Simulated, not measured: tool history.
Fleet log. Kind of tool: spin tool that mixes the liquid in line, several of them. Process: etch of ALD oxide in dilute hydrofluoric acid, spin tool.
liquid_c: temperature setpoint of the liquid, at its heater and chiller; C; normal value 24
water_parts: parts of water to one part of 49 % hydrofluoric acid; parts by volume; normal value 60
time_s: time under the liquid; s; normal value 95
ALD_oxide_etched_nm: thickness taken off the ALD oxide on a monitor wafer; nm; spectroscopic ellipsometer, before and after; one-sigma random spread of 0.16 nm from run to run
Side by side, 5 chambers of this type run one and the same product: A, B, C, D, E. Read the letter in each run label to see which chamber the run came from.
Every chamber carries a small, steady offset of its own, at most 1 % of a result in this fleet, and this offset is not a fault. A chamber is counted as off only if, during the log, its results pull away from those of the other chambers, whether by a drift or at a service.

run,hour,liquid_c,water_parts,time_s,"read-back film thickness of the ALD oxide reference wafer, read on the same gauge (nm)",ALD_oxide_etched_nm
1A,9.3,24,60,95,149.99,17.019
2B,19.4,24,60,95,150.01,16.807
3D,25.4,24,60,95,149.97,16.691
4E,33.1,24,60,95,150.01,16.994
5C,45,24,60,95,149.98,16.922
6E,56,24,60,95,149.99,17.261
7B,61.9,24,75,145,149.99,19.812
8C,73.4,24,75,145,149.99,20.433
9D,79.9,24,75,145,150.02,19.94
10A,85.9,24,75,145,149.99,20.55
11C,92.4,24,75,145,149.97,20.105
12D,99,24,60,95,150,16.834
13B,110.5,19.5,35,95,150.01,24.815
14E,121.3,19.5,35,95,149.99,24.702
15A,128.1,19.5,35,95,150,25.289
16A,133.9,19.5,35,95,150,25.119
17C,144.8,19.5,35,95,149.98,24.629
18D,150.7,24,60,95,149.99,17.303
19B,162.2,24,60,95,149.98,16.706
20E,170,24,60,95,150.02,16.906
21E,179.6,24,60,95,150.01,17.223
22C,189.7,24,60,95,149.97,16.862
# hour 194.9: chamber A: thermometer replaced
23D,198.2,24,60,95,150.02,17.439
# hour 207.5: chamber C: hydrofluoric acid flow meter replaced
24A,208.6,24,60,95,150,17.332
25B,219.5,24,60,95,150.01,16.9
26D,229.1,24,60,95,150,17.602
27C,236.1,24,60,95,149.99,16.604
28A,247.9,24,60,95,150.01,16.796
29E,259.9,24,60,95,149.99,16.998
30B,267.8,24,60,95,150.04,16.78
31C,273.6,24,90,95,149.99,10.661
32E,280.7,24,90,95,149.99,10.991
33A,291.1,24,90,95,150,11.055
34B,299,24,90,95,150,10.844
35D,307.5,24,90,95,149.99,11.849

All chambers now run identical settings, listed one chamber a line with results as question marks. What results will each chamber show?
36A,316.4,24,60,95,,?
36B,316.4,24,60,95,,?
36C,316.4,24,60,95,,?
36D,316.4,24,60,95,,?
36E,316.4,24,60,95,,?

run,ALD_oxide_etched_nm
36A,16.94
36B,16.653
36C,16.701
36D,18.394
36E,17.051

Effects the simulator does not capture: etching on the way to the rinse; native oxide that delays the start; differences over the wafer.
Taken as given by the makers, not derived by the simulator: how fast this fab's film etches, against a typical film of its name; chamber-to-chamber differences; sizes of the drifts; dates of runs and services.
